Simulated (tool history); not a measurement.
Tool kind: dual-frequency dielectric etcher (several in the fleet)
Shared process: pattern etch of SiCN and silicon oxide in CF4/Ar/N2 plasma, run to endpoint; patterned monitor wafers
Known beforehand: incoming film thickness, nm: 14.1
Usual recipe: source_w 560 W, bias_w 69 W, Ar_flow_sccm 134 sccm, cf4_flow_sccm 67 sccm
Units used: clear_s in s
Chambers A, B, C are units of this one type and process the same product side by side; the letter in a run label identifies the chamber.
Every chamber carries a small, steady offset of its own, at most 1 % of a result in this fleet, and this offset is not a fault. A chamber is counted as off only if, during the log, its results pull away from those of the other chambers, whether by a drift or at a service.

run   hour  source_w  bias_w  Ar_flow_sccm  cf4_flow_sccm  clear_s
 1B   11.7       560      69           134             67   14.484
 2C   19.3       560      69           134             67   14.554
 3A   25.4       560      69           134             67   14.624
 4A   31.3       560      69           134             67   14.773
 5B   42.7       560      69           134             67   14.451
 6C   53.8       560      69           134             67   14.657
 7A   65.7       560      69           134             67   14.762
 8B   72.1       560      69           134             67   14.583
 9C   81.1       560      69           134             67   14.468
10A     90       560      69           134             67   14.522
11C  101.9       560      54           134             67   15.748
12B  111.8       560      54           134             67   15.811
13A  119.6       560      54           134             67   16.218
14B    128       560      69           134             67   14.599
15C    136       560      69           134             67   14.577
16C  146.8       560      69           134             67   14.533
     154.8  -- chamber B: bias power generator calibrated
17B  158.8       560      69           134             67   14.331
18A  168.7       560      69           134             67   14.373
19A  180.9       560      69           134             67   14.841
20C  191.8       560      64           103             67   14.221
21B  198.7       560      64           103             67   14.155
22A    209       560      64           103             67    14.33
     212.7  -- chamber C: Ar flow controller replaced
23C  218.6       560      69           134             67   14.525
24B  228.1       560      69           134             67   14.292
25C  238.2       560      69           134             67   14.542
       244  -- chamber A: CF4 flow controller replaced
26B  247.2       560      69           134             67   14.209
27A  254.6       560      69           134             67   14.495
28B  266.2       560      69           134             67   14.134
29A  274.2       560      69           134             67   14.651
30C  284.3       560      69           134             67   14.615
31C  291.9       560      69           134             67   14.552
     294.7  -- chamber A: wet clean of the chamber
32A  301.5       560      69           134             67   14.299
33B  311.4       560      69           134             67   14.051
34A  322.6       560      69           134             67   14.373
35C  330.1       560      85           146             67   13.663
36B  338.3       560      85           146             67   13.232
37B  350.6       560      85           146             67   13.095
38A  360.5       560      69           134             67   14.562

Next, every chamber runs the same settings. What will each give?
39A  369.4       560      69           134             67        ?
39B  369.4       560      69           134             67        ?
39C  369.4       560      69           134             67        ?

run  clear_s
39A   14.572
39B   13.748
39C   14.817
